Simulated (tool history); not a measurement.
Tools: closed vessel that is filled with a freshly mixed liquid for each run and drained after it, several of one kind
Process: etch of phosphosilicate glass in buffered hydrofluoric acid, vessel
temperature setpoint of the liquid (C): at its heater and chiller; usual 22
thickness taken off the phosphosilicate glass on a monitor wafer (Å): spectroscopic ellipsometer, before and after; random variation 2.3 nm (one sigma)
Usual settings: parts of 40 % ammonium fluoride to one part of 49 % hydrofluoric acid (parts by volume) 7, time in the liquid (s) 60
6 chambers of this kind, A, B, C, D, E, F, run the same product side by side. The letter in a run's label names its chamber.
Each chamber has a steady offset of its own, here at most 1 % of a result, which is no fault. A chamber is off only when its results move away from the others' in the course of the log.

| run | hour | temperature setpoint of the liquid (C) | parts of 40 % ammonium fluoride to one part of 49 % hydrofluoric acid (parts by volume) | time in the liquid (s) | hours since the thermometer was replaced | hours since the hydrofluoric acid flow meter was replaced | read-back film thickness of the phosphosilicate glass reference wafer, read on the same gauge (nm) | thickness taken off the phosphosilicate glass on a monitor wafer (Å) |
|---|---|---|---|---|---|---|---|---|
| 1B | 7.9 | 22 | 7 | 60 | 1271.2 | 68.7 | 69.966 | 4532.3 |
| 2C | 14.9 | 22 | 7 | 60 | 521.5 | 1634.1 | 70.034 | 4622.4 |
| 3E | 27.4 | 22 | 7 | 60 | 1039.8 | 36.7 | 69.971 | 4561.3 |
| 4A | 38.4 | 22 | 7 | 60 | 765.6 | 1889.2 | 70.01 | 4631.6 |
| 5D | 44 | 22 | 7 | 60 | 1686.6 | 783.8 | 69.983 | 4631.2 |
| 6F | 49.9 | 22 | 7 | 60 | 693 | 981.9 | 70.009 | 4566.4 |
| 7F | 59.5 | 22 | 7 | 60 | 702.6 | 991.5 | 70 | 4589.4 |
| 8B | 65.5 | 22 | 5 | 90 | 1328.8 | 126.3 | 70.012 | 9039.8 |
| 9C | 73.5 | 22 | 5 | 90 | 580.1 | 1692.7 | 69.992 | 9238.9 |
|  | 80.5 | chamber D: hydrofluoric acid flow meter replaced |
| 10E | 83.1 | 22 | 5 | 90 | 1095.5 | 92.4 | 70.032 | 9247.9 |
| 11D | 89.7 | 22 | 5 | 90 | 1732.3 | 9.3 | 69.978 | 9165.9 |
| 12A | 98.3 | 22 | 5 | 90 | 825.5 | 1949.1 | 69.981 | 9152.6 |
|  | 106.7 | chamber C: hydrofluoric acid flow meter replaced |
| 13D | 109 | 22 | 5 | 90 | 1751.6 | 28.6 | 69.959 | 9228.8 |
| 14C | 116.1 | 22 | 7 | 60 | 622.7 | 9.5 | 69.986 | 4609.5 |
| 15F | 124.1 | 22 | 7 | 60 | 767.2 | 1056.1 | 70.031 | 4575.4 |
| 16A | 136.2 | 22 | 7 | 60 | 863.4 | 1987 | 69.986 | 4658.4 |
| 17E | 142.4 | 22 | 7 | 60 | 1154.8 | 151.7 | 70.007 | 4570.4 |
| 18B | 152.4 | 22 | 7 | 60 | 1415.7 | 213.2 | 70.035 | 4558 |
| 19A | 163.1 | 22 | 7 | 60 | 890.3 | 2013.9 | 70.006 | 4654.4 |
| 20F | 169.6 | 22 | 7 | 60 | 812.7 | 1101.6 | 69.994 | 4610.3 |
| 21B | 181.9 | 22 | 7 | 60 | 1445.2 | 242.7 | 70.017 | 4571.3 |
| 22D | 191 | 24 | 5.5 | 60 | 1833.6 | 110.6 | 69.967 | 6307.6 |
| 23C | 200.4 | 24 | 5.5 | 60 | 707 | 93.8 | 69.993 | 6367.7 |
| 24E | 209.8 | 24 | 5.5 | 60 | 1222.2 | 219.1 | 70.017 | 6354.8 |
| 25C | 217 | 24 | 5.5 | 60 | 723.6 | 110.4 | 70.016 | 6336.8 |
| 26E | 225 | 24 | 5.5 | 60 | 1237.4 | 234.3 | 69.97 | 6313 |
| 27B | 232.4 | 24 | 5.5 | 60 | 1495.7 | 293.2 | 69.963 | 6205.3 |
| 28F | 239.6 | 22 | 7 | 60 | 882.7 | 1171.6 | 69.993 | 4596.8 |
| 29A | 245.8 | 22 | 7 | 60 | 973 | 2096.6 | 70.007 | 4796.1 |
|  | 254.9 | chamber F: thermometer replaced |
| 30D | 257.8 | 22 | 7 | 60 | 1900.4 | 177.4 | 70.018 | 4615.5 |
| 31C | 263.4 | 22 | 7 | 60 | 770 | 156.8 | 69.989 | 4651 |
| 32E | 270.3 | 22 | 7 | 60 | 1282.7 | 279.6 | 69.997 | 4617.7 |
| 33B | 278.9 | 22 | 7 | 60 | 1542.2 | 339.7 | 70.017 | 4605.6 |
| 34F | 284.5 | 22 | 7 | 60 | 29.6 | 1216.5 | 70.01 | 4635.5 |
| 35A | 295.4 | 18 | 10 | 60 | 1022.6 | 2146.2 | 70.029 | 2754.1 |
| 36D | 301.6 | 18 | 10 | 60 | 1944.2 | 221.2 | 70.016 | 2645.4 |
| 37F | 311.8 | 18 | 10 | 60 | 56.9 | 1243.8 | 69.955 | 2564.6 |
| 38A | 320.9 | 18 | 10 | 60 | 1048.1 | 2171.7 | 70.033 | 2785.2 |
| 39D | 332.2 | 18 | 10 | 60 | 1974.8 | 251.8 | 70.002 | 2636.7 |
| 40E | 342.6 | 18 | 10 | 60 | 1355 | 351.9 | 69.995 | 2604.6 |
| 41B | 352.3 | 22 | 7 | 60 | 1615.6 | 413.1 | 70.029 | 4538.1 |
| 42C | 360.6 | 22 | 7 | 60 | 867.2 | 254 | 70.021 | 4633.8 |
| 43E | 368.5 | 22 | 7 | 60 | 1380.9 | 377.8 | 70.028 | 4549.8 |

Is one chamber off against the others, does the gauge drift, or is nothing wrong? If a chamber is off, say which, and what the likeliest cause is.

Chamber A drifts away from the others.
Cause: liquid hotter than its thermometer reads (K) = 1.2.
The log may not tell that from: hydrofluoric acid flow above the setpoint (%).

Here are 4 candidates for chamber A's next run, each the usual settings with a change, their results left as question marks. Which one brings its results back in line with what the others give on the usual settings?
In line means no further than this from the other chambers' mean on the usual settings: thickness taken off the phosphosilicate glass on a monitor wafer (Å) 80
| 44A-1 | 377.5 | 19.5 | 7 | 60 |  |  |  | ? |
| 44A-2 | 377.5 | 24.5 | 7 | 60 |  |  |  | ? |
| 44A-3 | 377.5 | 22 | 7.5 | 60 |  |  |  | ? |
| 44A-4 | 377.5 | 22 | 7 | 65 |  |  |  | ? |

The other chambers' mean on the usual settings: thickness taken off the phosphosilicate glass on a monitor wafer (Å) 4593.1
| run | thickness taken off the phosphosilicate glass on a monitor wafer (Å) |
|---|---|
| 44A-1 | 4304.4 |
| 44A-2 | 5668.9 |
| 44A-3 | 4597.1 |
| 44A-4 | 5359 |
44A-3 brings the chamber back in line.
